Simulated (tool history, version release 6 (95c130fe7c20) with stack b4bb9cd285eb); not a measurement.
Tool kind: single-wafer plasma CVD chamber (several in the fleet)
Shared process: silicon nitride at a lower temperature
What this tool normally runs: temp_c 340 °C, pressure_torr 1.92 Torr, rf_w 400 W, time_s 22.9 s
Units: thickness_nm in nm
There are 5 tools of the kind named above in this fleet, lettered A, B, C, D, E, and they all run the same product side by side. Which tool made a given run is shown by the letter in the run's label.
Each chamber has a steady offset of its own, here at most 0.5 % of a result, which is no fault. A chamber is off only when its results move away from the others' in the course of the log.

run     day  temp_c  pressure_torr  rf_w  time_s  hours since the last thermocouple change  hours since the last RF generator calibration  hours since the last manometer calibration  read-back reference wafer on the same gauge, thickness_nm  thickness_nm
 1E   0.617     340           1.92   400    22.9                                     267.8                                          326.6                                       287.3                                                     28.020        33.949
 2B   1.167     340           1.92   400    22.9                                    1279.7                                         1515.5                                      1368.7                                                     27.984        34.332
 3A   1.812     340           1.92   400    22.9                                     203.8                                          408.3                                       107.0                                                     27.966        34.030
 4D   2.296     340           1.92   400    22.9                                     732.4                                          736.8                                      1121.4                                                     27.995        34.100
 5C   2.629     340           1.92   400    22.9                                    1527.1                                         1123.3                                       172.3                                                     27.962        34.084
 6C   2.975     351           1.92   400    25.1                                    1535.4                                         1131.6                                       180.6                                                     27.994        37.170
 7A   3.633     351           1.92   400    25.1                                     247.5                                          452.0                                       150.7                                                     27.995        37.024
 8B   4.112     351           1.92   400    25.1                                    1350.4                                         1586.2                                      1439.4                                                     28.015        37.165
 9E   4.675     351           1.92   400    25.1                                     365.2                                          424.0                                       384.7                                                     28.022        37.234
10D   5.054     351           1.92   400    25.1                                     798.6                                          803.0                                      1187.6                                                     28.027        37.633
11C   5.429     340           1.92   400    22.9                                    1594.3                                         1190.5                                       239.5                                                     27.987        34.278
12B   5.950     340           1.92   400    22.9                                    1394.5                                         1630.3                                      1483.5                                                     27.964        34.364
13D   6.446     340           1.92   400    22.9                                     832.0                                          836.4                                      1221.0                                                     27.982        34.254
      6.521  -- chamber C: thermocouple changed; heater temperature recalibrated
14E   6.800     340           1.50   400    22.9                                     416.2                                          475.0                                       435.7                                                     28.010        31.960
15A   7.404     340           1.50   400    22.9                                     338.0                                          542.5                                       241.2                                                     27.960        31.664
16E   7.929     340           1.50   400    22.9                                     443.3                                          502.1                                       462.8                                                     27.994        31.961
17B   8.571     340           1.50   400    22.9                                    1457.4                                         1693.2                                      1546.4                                                     27.996        31.867
18C   9.000     340           1.50   400    22.9                                      59.5                                         1276.2                                       325.2                                                     27.989        32.260
19D   9.417     340           1.92   400    22.9                                     903.3                                          907.7                                      1292.3                                                     27.977        34.024
20A   9.762     340           1.92   400    22.9                                     394.6                                          599.1                                       297.8                                                     28.043        34.006
21D  10.383     340           1.68   425    22.9                                     926.5                                          930.9                                      1315.5                                                     28.042        33.890
22A  10.867     340           1.68   425    22.9                                     421.1                                          625.6                                       324.3                                                     28.009        34.174
23E  11.462     340           1.68   425    22.9                                     528.1                                          586.9                                       547.6                                                     28.009        34.277
24C  11.883     340           1.68   425    22.9                                     128.7                                         1345.4                                       394.4                                                     28.023        34.606
25B  12.288     340           1.68   425    22.9                                    1546.6                                         1782.4                                      1635.6                                                     27.986        34.078
26C  12.842     340           1.92   400    22.9                                     151.7                                         1368.4                                       417.4                                                     28.009        34.232
27B  13.333     349           1.56   400    22.9                                    1571.7                                         1807.5                                      1660.7                                                     27.970        32.068
28E  13.808     349           1.56   400    22.9                                     584.4                                          643.2                                       603.9                                                     27.992        32.632
29A  14.171     349           1.56   400    22.9                                     500.4                                          704.9                                       403.6                                                     28.006        32.035
30D  14.712     349           1.56   400    22.9                                    1030.4                                         1034.8                                      1419.4                                                     28.008        31.740
31A  15.296     349           1.56   400    22.9                                     527.4                                          731.9                                       430.6                                                     28.001        31.567
32B  15.658     340           1.92   400    22.9                                    1627.5                                         1863.3                                      1716.5                                                     28.019        34.382
33E  15.983     340           1.92   400    22.9                                     636.6                                          695.4                                       656.1                                                     28.002        34.622
34C  16.554     340           1.92   400    22.9                                     240.8                                         1457.5                                       506.5                                                     28.013        34.157
35D  17.025     340           1.92   400    22.9                                    1085.9                                         1090.3                                      1474.9                                                     28.013        33.320
36D  17.429     340           1.92   400    22.9                                    1095.6                                         1100.0                                      1484.6                                                     28.000        33.016
37B  17.854     340           1.92   400    22.9                                    1680.2                                         1916.0                                      1769.2                                                     28.014        34.374
38C  18.421     340           1.92   400    22.9                                     285.6                                         1502.3                                       551.3                                                     28.024        34.243
39E  18.762     340           1.92   400    22.9                                     703.3                                          762.1                                       722.8                                                     27.981        34.067
40A  19.112     340           1.92   340    24.3                                     619.0                                          823.5                                       522.2                                                     27.984        32.141
41E  19.738     340           1.92   340    24.3                                     726.7                                          785.5                                       746.2                                                     28.031        32.793
42B  20.238     340           1.92   340    24.3                                    1737.4                                         1973.2                                      1826.4                                                     27.964        33.038

For the next run the whole fleet of 5 chambers uses the same settings. Give each chamber's results:
43A  20.712     353           1.92   400    22.9                                                                                                                                                                                                             ?
43B  20.712     353           1.92   400    22.9                                                                                                                                                                                                             ?
43C  20.712     353           1.92   400    22.9                                                                                                                                                                                                             ?
43D  20.712     353           1.92   400    22.9                                                                                                                                                                                                             ?
43E  20.712     353           1.92   400    22.9                                                                                                                                                                                                             ?

run  thickness_nm
43A        33.871
43B        34.012
43C        34.291
43D        32.455
43E        34.230

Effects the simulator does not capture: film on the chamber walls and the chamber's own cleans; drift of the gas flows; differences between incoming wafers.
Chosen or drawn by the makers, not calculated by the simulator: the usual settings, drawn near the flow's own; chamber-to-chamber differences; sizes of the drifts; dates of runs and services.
